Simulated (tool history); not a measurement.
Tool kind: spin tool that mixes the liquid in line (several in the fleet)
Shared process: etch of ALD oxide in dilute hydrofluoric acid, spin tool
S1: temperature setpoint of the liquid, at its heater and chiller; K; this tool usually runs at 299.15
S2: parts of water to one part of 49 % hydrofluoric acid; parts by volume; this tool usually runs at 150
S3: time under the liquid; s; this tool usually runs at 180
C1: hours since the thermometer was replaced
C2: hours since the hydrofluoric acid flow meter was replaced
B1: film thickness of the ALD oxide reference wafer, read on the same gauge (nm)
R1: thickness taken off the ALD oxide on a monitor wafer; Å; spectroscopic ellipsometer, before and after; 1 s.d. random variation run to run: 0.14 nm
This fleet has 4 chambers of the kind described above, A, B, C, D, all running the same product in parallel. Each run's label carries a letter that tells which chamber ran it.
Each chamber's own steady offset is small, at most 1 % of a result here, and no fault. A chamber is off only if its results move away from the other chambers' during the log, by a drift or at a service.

Run 1B, hour 6.9: usual settings; C1 1105.3; C2 459.9; B1 40.01. Result: R1 226.24 Å.
Run 2C, hour 14.5: usual settings; C1 1185.5; C2 556.4; B1 39.984. Result: R1 220.97 Å.
Run 3D, hour 24.7: usual settings; C1 628.4; C2 841.1; B1 39.998. Result: R1 223.2 Å.
Run 4A, hour 29.8: usual settings; C1 1434.5; C2 1479.6; B1 40.036. Result: R1 224.54 Å.
Run 5A, hour 35.5: usual settings; C1 1440.2; C2 1485.3; B1 40.001. Result: R1 225.4 Å.
Run 6B, hour 44.8: usual settings; C1 1143.2; C2 497.8; B1 40.004. Result: R1 228.96 Å.
Run 7C, hour 53.8: usual settings but S1 301.15 K, S3 255 s; C1 1224.8; C2 595.7; B1 40.041. Result: R1 340.22 Å.
Run 8D, hour 64.9: usual settings but S1 301.15 K, S3 255 s; C1 668.6; C2 881.3; B1 39.983. Result: R1 340.99 Å.
Run 9C, hour 73.4: usual settings but S1 301.15 K, S3 255 s; C1 1244.4; C2 615.3; B1 39.995. Result: R1 338.16 Å.
Run 10B, hour 79: usual settings but S1 301.15 K, S3 255 s; C1 1177.4; C2 532; B1 40.009. Result: R1 346.47 Å.
Run 11A, hour 89.2: usual settings; C1 1493.9; C2 1539; B1 39.996. Result: R1 222.88 Å.
Run 12D, hour 97: usual settings; C1 700.7; C2 913.4; B1 39.984. Result: R1 221.4 Å.
At hour 106.8: chamber D: thermometer replaced.
Run 13C, hour 107.2: usual settings; C1 1278.2; C2 649.1; B1 40. Result: R1 219.99 Å.
Run 14D, hour 117.3: usual settings; C1 10.6; C2 933.7; B1 40.024. Result: R1 224.25 Å.
Run 15A, hour 128.1: usual settings; C1 1532.8; C2 1577.9; B1 39.999. Result: R1 223.8 Å.
Run 16B, hour 137.3: usual settings; C1 1235.7; C2 590.3; B1 39.989. Result: R1 225.68 Å.
Run 17C, hour 143.8: usual settings; C1 1314.8; C2 685.7; B1 39.995. Result: R1 221.11 Å.
Run 18D, hour 149.1: usual settings; C1 42.4; C2 965.5; B1 40.003. Result: R1 222.54 Å.
Run 19A, hour 154.9: usual settings but S2 195 parts by volume, S3 80 s; C1 1559.6; C2 1604.7; B1 39.999. Result: R1 73.078 Å.
Run 20B, hour 160.4: usual settings but S2 195 parts by volume, S3 80 s; C1 1258.8; C2 613.4; B1 40.03. Result: R1 72.41 Å.
Run 21A, hour 167.7: usual settings but S2 195 parts by volume, S3 80 s; C1 1572.4; C2 1617.5; B1 40.016. Result: R1 72.928 Å.
Run 22D, hour 179: usual settings but S2 195 parts by volume, S3 80 s; C1 72.3; C2 995.4; B1 39.997. Result: R1 72.55 Å.
Run 23C, hour 188.7: usual settings; C1 1359.7; C2 730.6; B1 39.988. Result: R1 222.96 Å.
Run 24B, hour 197.6: usual settings; C1 1296; C2 650.6; B1 40.014. Result: R1 224.58 Å.
Run 25C, hour 206.5: usual settings but S2 105 parts by volume; C1 1377.5; C2 748.4; B1 39.991. Result: R1 332.6 Å.
Run 26D, hour 216.3: usual settings but S2 105 parts by volume; C1 109.6; C2 1032.7; B1 40. Result: R1 334.78 Å.
Run 27A, hour 225.9: usual settings but S2 105 parts by volume; C1 1630.6; C2 1675.7; B1 39.981. Result: R1 341.5 Å.
Run 28B, hour 232.5: usual settings but S2 105 parts by volume; C1 1330.9; C2 685.5; B1 39.997. Result: R1 343.8 Å.
At hour 236.3: chamber A: hydrofluoric acid flow meter replaced.
Run 29D, hour 239.9: usual settings; C1 133.2; C2 1056.3; B1 39.978. Result: R1 223.65 Å.
Run 30B, hour 248.5: usual settings; C1 1346.9; C2 701.5; B1 40. Result: R1 225.31 Å.
Run 31C, hour 256.1: usual settings; C1 1427.1; C2 798; B1 39.995. Result: R1 220.74 Å.
Run 32A, hour 263.4: usual settings; C1 1668.1; C2 27.1; B1 39.975. Result: R1 222.76 Å.
Run 33C, hour 275: usual settings; C1 1446; C2 816.9; B1 40.012. Result: R1 220.64 Å.
Run 34D, hour 282.3: usual settings; C1 175.6; C2 1098.7; B1 39.985. Result: R1 223.75 Å.
Run 35A, hour 287.8: usual settings; C1 1692.5; C2 51.5; B1 39.969. Result: R1 222.86 Å.
Run 36B, hour 297.2: usual settings; C1 1395.6; C2 750.2; B1 39.991. Result: R1 224 Å.
Run 37A, hour 302.3: usual settings; C1 1707; C2 66; B1 40.016. Result: R1 225.57 Å.
Run 38D, hour 311: usual settings; C1 204.3; C2 1127.4; B1 39.991. Result: R1 222.05 Å.
Run 39C, hour 321.4: usual settings; C1 1492.4; C2 863.3; B1 40.01. Result: R1 225.22 Å.
Run 40B, hour 330: usual settings; C1 1428.4; C2 783; B1 39.974. Result: R1 225.65 Å.
Run 41C, hour 340: usual settings; C1 1511; C2 881.9; B1 39.991. Result: R1 223.51 Å.
Run 42A, hour 349.4: usual settings; C1 1754.1; C2 113.1; B1 40.015. Result: R1 224.92 Å.

Is one chamber out of step, is the gauge drifting, or do the chambers differ by no more than their own small offsets? For an off chamber, give its letter and the likeliest cause.

The fleet is healthy, with each chamber sitting at its usual small offset and no drift in the gauge.

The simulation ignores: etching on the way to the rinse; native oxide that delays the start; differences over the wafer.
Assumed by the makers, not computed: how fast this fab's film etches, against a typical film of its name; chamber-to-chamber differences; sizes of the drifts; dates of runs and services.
